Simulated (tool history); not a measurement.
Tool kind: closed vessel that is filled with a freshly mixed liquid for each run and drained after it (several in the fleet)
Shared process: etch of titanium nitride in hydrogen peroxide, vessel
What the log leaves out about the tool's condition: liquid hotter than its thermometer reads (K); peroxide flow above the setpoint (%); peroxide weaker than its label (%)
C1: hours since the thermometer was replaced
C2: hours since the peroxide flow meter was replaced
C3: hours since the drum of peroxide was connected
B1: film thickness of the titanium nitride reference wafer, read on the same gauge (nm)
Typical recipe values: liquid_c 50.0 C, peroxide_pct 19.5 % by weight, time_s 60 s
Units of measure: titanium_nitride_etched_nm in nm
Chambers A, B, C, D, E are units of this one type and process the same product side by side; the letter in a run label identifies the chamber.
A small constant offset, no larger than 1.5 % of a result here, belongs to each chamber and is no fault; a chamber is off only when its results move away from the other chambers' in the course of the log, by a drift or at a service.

run 1A day=0.292 | liquid_c=50.0 peroxide_pct=19.5 time_s=60 | C1=841.2 C2=306.3 C3=96.1 | B1=80.010 | titanium_nitride_etched_nm=4.9005
run 2B day=0.750 | liquid_c=50.0 peroxide_pct=19.5 time_s=60 | C1=236.6 C2=369.3 C3=270.0 | B1=80.015 | titanium_nitride_etched_nm=4.9193
run 3D day=1.029 | liquid_c=50.0 peroxide_pct=19.5 time_s=60 | C1=581.9 C2=315.7 C3=488.8 | B1=80.036 | titanium_nitride_etched_nm=4.9830
-- day=1.483 chamber D: thermometer replaced
run 4C day=1.588 | liquid_c=50.0 peroxide_pct=19.5 time_s=60 | C1=1769.2 C2=679.0 C3=213.3 | B1=79.991 | titanium_nitride_etched_nm=4.8744
run 5E day=2.125 | liquid_c=43.5 peroxide_pct=19.5 time_s=45 | C1=1074.5 C2=1911.6 C3=258.1 | B1=79.957 | titanium_nitride_etched_nm=2.3008
run 6C day=2.546 | liquid_c=43.5 peroxide_pct=19.5 time_s=45 | C1=1792.2 C2=702.0 C3=236.3 | B1=80.004 | titanium_nitride_etched_nm=2.2816
run 7E day=3.088 | liquid_c=43.5 peroxide_pct=19.5 time_s=45 | C1=1097.6 C2=1934.7 C3=281.2 | B1=80.016 | titanium_nitride_etched_nm=2.2791
run 8B day=3.342 | liquid_c=43.5 peroxide_pct=19.5 time_s=45 | C1=298.8 C2=431.5 C3=332.2 | B1=80.014 | titanium_nitride_etched_nm=2.3321
run 9A day=3.629 | liquid_c=43.5 peroxide_pct=19.5 time_s=45 | C1=921.3 C2=386.4 C3=176.2 | B1=79.993 | titanium_nitride_etched_nm=2.3092
run 10D day=4.008 | liquid_c=50.0 peroxide_pct=21.5 time_s=70 | C1=60.6 C2=387.2 C3=560.3 | B1=79.970 | titanium_nitride_etched_nm=5.9881
run 11C day=4.438 | liquid_c=50.0 peroxide_pct=21.5 time_s=70 | C1=1837.6 C2=747.4 C3=281.7 | B1=80.007 | titanium_nitride_etched_nm=5.9086
run 12A day=4.825 | liquid_c=50.0 peroxide_pct=21.5 time_s=70 | C1=950.0 C2=415.1 C3=204.9 | B1=79.994 | titanium_nitride_etched_nm=5.9068
run 13B day=5.121 | liquid_c=50.0 peroxide_pct=21.5 time_s=70 | C1=341.5 C2=474.2 C3=374.9 | B1=80.010 | titanium_nitride_etched_nm=5.8923
run 14E day=5.475 | liquid_c=50.0 peroxide_pct=21.5 time_s=70 | C1=1154.9 C2=1992.0 C3=338.5 | B1=79.964 | titanium_nitride_etched_nm=5.8303
run 15D day=5.850 | liquid_c=50.0 peroxide_pct=19.5 time_s=60 | C1=104.8 C2=431.4 C3=604.5 | B1=80.010 | titanium_nitride_etched_nm=5.0395
run 16E day=6.192 | liquid_c=50.0 peroxide_pct=19.5 time_s=60 | C1=1172.1 C2=2009.2 C3=355.7 | B1=80.001 | titanium_nitride_etched_nm=4.9512
run 17C day=6.554 | liquid_c=50.0 peroxide_pct=19.5 time_s=60 | C1=1888.4 C2=798.2 C3=332.5 | B1=80.000 | titanium_nitride_etched_nm=4.9234
run 18B day=7.033 | liquid_c=50.0 peroxide_pct=19.5 time_s=40 | C1=387.4 C2=520.1 C3=420.8 | B1=80.025 | titanium_nitride_etched_nm=3.3261
run 19A day=7.600 | liquid_c=50.0 peroxide_pct=19.5 time_s=40 | C1=1016.6 C2=481.7 C3=271.5 | B1=80.004 | titanium_nitride_etched_nm=3.3889
run 20D day=7.896 | liquid_c=50.0 peroxide_pct=19.5 time_s=40 | C1=153.9 C2=480.5 C3=653.6 | B1=80.010 | titanium_nitride_etched_nm=3.3262
run 21A day=8.458 | liquid_c=50.0 peroxide_pct=19.5 time_s=40 | C1=1037.2 C2=502.3 C3=292.1 | B1=80.004 | titanium_nitride_etched_nm=3.3941
run 22C day=8.825 | liquid_c=50.0 peroxide_pct=19.5 time_s=40 | C1=1942.9 C2=852.7 C3=387.0 | B1=80.000 | titanium_nitride_etched_nm=3.2568
-- day=8.971 chamber C: thermometer replaced
run 23B day=9.242 | liquid_c=50.0 peroxide_pct=19.5 time_s=60 | C1=440.4 C2=573.1 C3=473.8 | B1=80.005 | titanium_nitride_etched_nm=4.9765
run 24D day=9.708 | liquid_c=50.0 peroxide_pct=19.5 time_s=60 | C1=197.4 C2=524.0 C3=697.1 | B1=80.017 | titanium_nitride_etched_nm=5.0508
run 25E day=10.104 | liquid_c=50.0 peroxide_pct=19.5 time_s=60 | C1=1266.0 C2=2103.1 C3=449.6 | B1=80.014 | titanium_nitride_etched_nm=4.9404
run 26A day=10.562 | liquid_c=50.0 peroxide_pct=19.5 time_s=60 | C1=1087.7 C2=552.8 C3=342.6 | B1=80.027 | titanium_nitride_etched_nm=5.1349
run 27C day=11.117 | liquid_c=50.0 peroxide_pct=19.5 time_s=60 | C1=51.6 C2=907.7 C3=442.0 | B1=79.987 | titanium_nitride_etched_nm=4.9319
run 28D day=11.400 | liquid_c=50.0 peroxide_pct=19.5 time_s=60 | C1=238.0 C2=564.6 C3=737.7 | B1=80.029 | titanium_nitride_etched_nm=5.0866
-- day=11.529 chamber B: new drum of peroxide connected
-- day=11.583 chamber A: new drum of peroxide connected
run 29E day=11.717 | liquid_c=45.0 peroxide_pct=19.5 time_s=40 | C1=1304.7 C2=2141.8 C3=488.3 | B1=80.009 | titanium_nitride_etched_nm=2.2669
run 30B day=11.992 | liquid_c=45.0 peroxide_pct=19.5 time_s=40 | C1=506.4 C2=639.1 C3=11.2 | B1=80.005 | titanium_nitride_etched_nm=2.3094
run 31A day=12.354 | liquid_c=45.0 peroxide_pct=19.5 time_s=40 | C1=1130.7 C2=595.8 C3=18.5 | B1=80.002 | titanium_nitride_etched_nm=2.4302
run 32E day=12.858 | liquid_c=45.0 peroxide_pct=19.5 time_s=40 | C1=1332.1 C2=2169.2 C3=515.7 | B1=80.044 | titanium_nitride_etched_nm=2.2650

Each of the 5 chambers runs these same settings next. Fill in every chamber's results:
run 33A day=13.267 | liquid_c=50.0 peroxide_pct=23.5 time_s=60 | titanium_nitride_etched_nm=?
run 33B day=13.267 | liquid_c=50.0 peroxide_pct=23.5 time_s=60 | titanium_nitride_etched_nm=?
run 33C day=13.267 | liquid_c=50.0 peroxide_pct=23.5 time_s=60 | titanium_nitride_etched_nm=?
run 33D day=13.267 | liquid_c=50.0 peroxide_pct=23.5 time_s=60 | titanium_nitride_etched_nm=?
run 33E day=13.267 | liquid_c=50.0 peroxide_pct=23.5 time_s=60 | titanium_nitride_etched_nm=?

run=33A titanium_nitride_etched_nm=5.5357
run=33B titanium_nitride_etched_nm=5.1608
run=33C titanium_nitride_etched_nm=5.1047
run=33D titanium_nitride_etched_nm=5.2652
run=33E titanium_nitride_etched_nm=5.1843
